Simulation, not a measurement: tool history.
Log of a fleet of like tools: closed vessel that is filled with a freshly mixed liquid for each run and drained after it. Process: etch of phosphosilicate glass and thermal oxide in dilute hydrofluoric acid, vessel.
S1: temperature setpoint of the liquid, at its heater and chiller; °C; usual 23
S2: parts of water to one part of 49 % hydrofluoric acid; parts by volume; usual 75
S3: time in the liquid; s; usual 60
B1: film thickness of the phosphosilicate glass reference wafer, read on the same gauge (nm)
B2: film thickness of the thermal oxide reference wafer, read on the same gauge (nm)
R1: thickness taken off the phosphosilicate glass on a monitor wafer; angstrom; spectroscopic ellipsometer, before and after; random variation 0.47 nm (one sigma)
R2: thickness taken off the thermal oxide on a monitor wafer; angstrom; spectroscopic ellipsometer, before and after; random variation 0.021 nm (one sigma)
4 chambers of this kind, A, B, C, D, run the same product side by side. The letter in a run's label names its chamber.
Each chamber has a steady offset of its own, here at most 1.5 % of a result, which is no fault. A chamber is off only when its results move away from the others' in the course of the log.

Run 1B, day 0.271: usual settings; B1 139.96; B2 90.018. Result: R1 905.15 angstrom, R2 37.413 angstrom.
Run 2C, day 0.396: usual settings; B1 140.03; B2 89.98. Result: R1 895.27 angstrom, R2 37.999 angstrom.
Run 3D, day 0.654: usual settings; B1 140; B2 89.982. Result: R1 905.7 angstrom, R2 37.514 angstrom.
Run 4A, day 0.783: usual settings; B1 139.96; B2 90.024. Result: R1 906.41 angstrom, R2 37.382 angstrom.
Run 5A, day 0.954: usual settings but S1 26 °C, S3 90 s; B1 140.06; B2 90.017. Result: R1 1536.5 angstrom, R2 63.971 angstrom.
Run 6B, day 1.125: usual settings but S1 26 °C, S3 90 s; B1 139.98; B2 90.018. Result: R1 1526.6 angstrom, R2 63.05 angstrom.
Run 7D, day 1.3: usual settings but S1 26 °C, S3 90 s; B1 140.02; B2 89.997. Result: R1 1526.8 angstrom, R2 63.56 angstrom.
Run 8C, day 1.471: usual settings but S1 26 °C, S3 90 s; B1 139.98; B2 89.995. Result: R1 1526.7 angstrom, R2 64.274 angstrom.
Run 9A, day 1.675: usual settings but S2 40 parts by volume; B1 140; B2 90.013. Result: R1 1756.6 angstrom, R2 73.29 angstrom.
Run 10B, day 1.921: usual settings but S2 40 parts by volume; B1 140.02; B2 89.958. Result: R1 1734.9 angstrom, R2 72.432 angstrom.
Run 11C, day 2.175: usual settings but S2 40 parts by volume; B1 139.97; B2 89.976. Result: R1 1736.9 angstrom, R2 73.537 angstrom.
Run 12D, day 2.425: usual settings but S2 40 parts by volume; B1 140; B2 89.994. Result: R1 1795.1 angstrom, R2 75.531 angstrom.
Run 13A, day 2.658: usual settings; B1 139.98; B2 89.994. Result: R1 911.13 angstrom, R2 37.608 angstrom.
Run 14B, day 2.788: usual settings; B1 140.03; B2 90.016. Result: R1 901.45 angstrom, R2 37.243 angstrom.
Run 15D, day 3.012: usual settings; B1 139.98; B2 89.99. Result: R1 898.84 angstrom, R2 37.826 angstrom.
Run 16C, day 3.158: usual settings; B1 139.95; B2 89.98. Result: R1 893.23 angstrom, R2 37.867 angstrom.
Run 17A, day 3.338: usual settings; B1 140.04; B2 89.993. Result: R1 908.08 angstrom, R2 37.53 angstrom.
Run 18D, day 3.546: usual settings; B1 139.99; B2 89.992. Result: R1 891.67 angstrom, R2 37.334 angstrom.
Run 19C, day 3.771: usual settings but S1 21.5 °C, S3 80 s; B1 140.07; B2 90.008. Result: R1 1121 angstrom, R2 47.135 angstrom.
Run 20B, day 3.904: usual settings but S1 21.5 °C, S3 80 s; B1 140.05; B2 90.005. Result: R1 1123.7 angstrom, R2 46.67 angstrom.
Run 21D, day 4.112: usual settings but S1 21.5 °C, S3 80 s; B1 140.03; B2 90.027. Result: R1 1126 angstrom, R2 47.037 angstrom.
Run 22A, day 4.242: usual settings but S1 21.5 °C, S3 80 s; B1 140.02; B2 90.011. Result: R1 1135.2 angstrom, R2 47.09 angstrom.
Run 23B, day 4.471: usual settings; B1 140.04; B2 89.992. Result: R1 900.1 angstrom, R2 37.444 angstrom.
Run 24C, day 4.646: usual settings; B1 139.99; B2 89.998. Result: R1 897.19 angstrom, R2 37.616 angstrom.
Run 25C, day 4.825: usual settings; B1 139.99; B2 90.013. Result: R1 892.11 angstrom, R2 38.019 angstrom.
Run 26A, day 5.083: usual settings; B1 140.01; B2 89.995. Result: R1 901 angstrom, R2 37.833 angstrom.
Run 27D, day 5.242: usual settings; B1 139.98; B2 90.028. Result: R1 896.91 angstrom, R2 37.718 angstrom.
Run 28B, day 5.408: usual settings; B1 139.98; B2 90.003. Result: R1 896.14 angstrom, R2 37.381 angstrom.
Run 29A, day 5.625: usual settings; B1 139.96; B2 89.994. Result: R1 903.33 angstrom, R2 38.041 angstrom.
Run 30C, day 5.775: usual settings; B1 139.98; B2 89.972. Result: R1 898.32 angstrom, R2 37.94 angstrom.
At day 6.025: chamber D: thermometer replaced.
Run 31D, day 6.042: usual settings; B1 140; B2 89.986. Result: R1 898.08 angstrom, R2 37.683 angstrom.
Run 32B, day 6.212: usual settings; B1 139.97; B2 89.983. Result: R1 896.41 angstrom, R2 37.389 angstrom.
Run 33A, day 6.467: usual settings; B1 139.98; B2 90.001. Result: R1 909.71 angstrom, R2 37.166 angstrom.
Run 34D, day 6.729: usual settings; B1 139.99; B2 90. Result: R1 897.32 angstrom, R2 37.722 angstrom.
Run 35C, day 6.996: usual settings; B1 140.01; B2 89.993. Result: R1 892.03 angstrom, R2 37.678 angstrom.
Run 36B, day 7.238: usual settings; B1 140; B2 89.994. Result: R1 907.3 angstrom, R2 37.452 angstrom.
Run 37B, day 7.4: usual settings; B1 140.02; B2 89.992. Result: R1 894.39 angstrom, R2 37.142 angstrom.
Run 38A, day 7.621: usual settings; B1 140.01; B2 90.004. Result: R1 902.18 angstrom, R2 37.382 angstrom.
Run 39D, day 7.762: usual settings; B1 139.96; B2 90.01. Result: R1 898.33 angstrom, R2 37.607 angstrom.
Run 40C, day 7.917: usual settings but S1 21 °C, S3 85 s; B1 140.04; B2 90.004. Result: R1 1167.7 angstrom, R2 49.883 angstrom.
Run 41A, day 8.138: usual settings but S1 21 °C, S3 85 s; B1 140.03; B2 90.021. Result: R1 1177.2 angstrom, R2 48.977 angstrom.
Run 42D, day 8.35: usual settings but S1 21 °C, S3 85 s; B1 139.95; B2 90.002. Result: R1 1165.2 angstrom, R2 49.224 angstrom.

Next, every chamber runs the same settings. What will each give?
Run 43A, day 8.546: usual settings. Result: R1 ?, R2 ?.
Run 43B, day 8.546: usual settings. Result: R1 ?, R2 ?.
Run 43C, day 8.546: usual settings. Result: R1 ?, R2 ?.
Run 43D, day 8.546: usual settings. Result: R1 ?, R2 ?.

run      R1      R2
43A  903.35  36.916
43B  898.54  37.148
43C  897.86  37.939
43D  893.31  37.802

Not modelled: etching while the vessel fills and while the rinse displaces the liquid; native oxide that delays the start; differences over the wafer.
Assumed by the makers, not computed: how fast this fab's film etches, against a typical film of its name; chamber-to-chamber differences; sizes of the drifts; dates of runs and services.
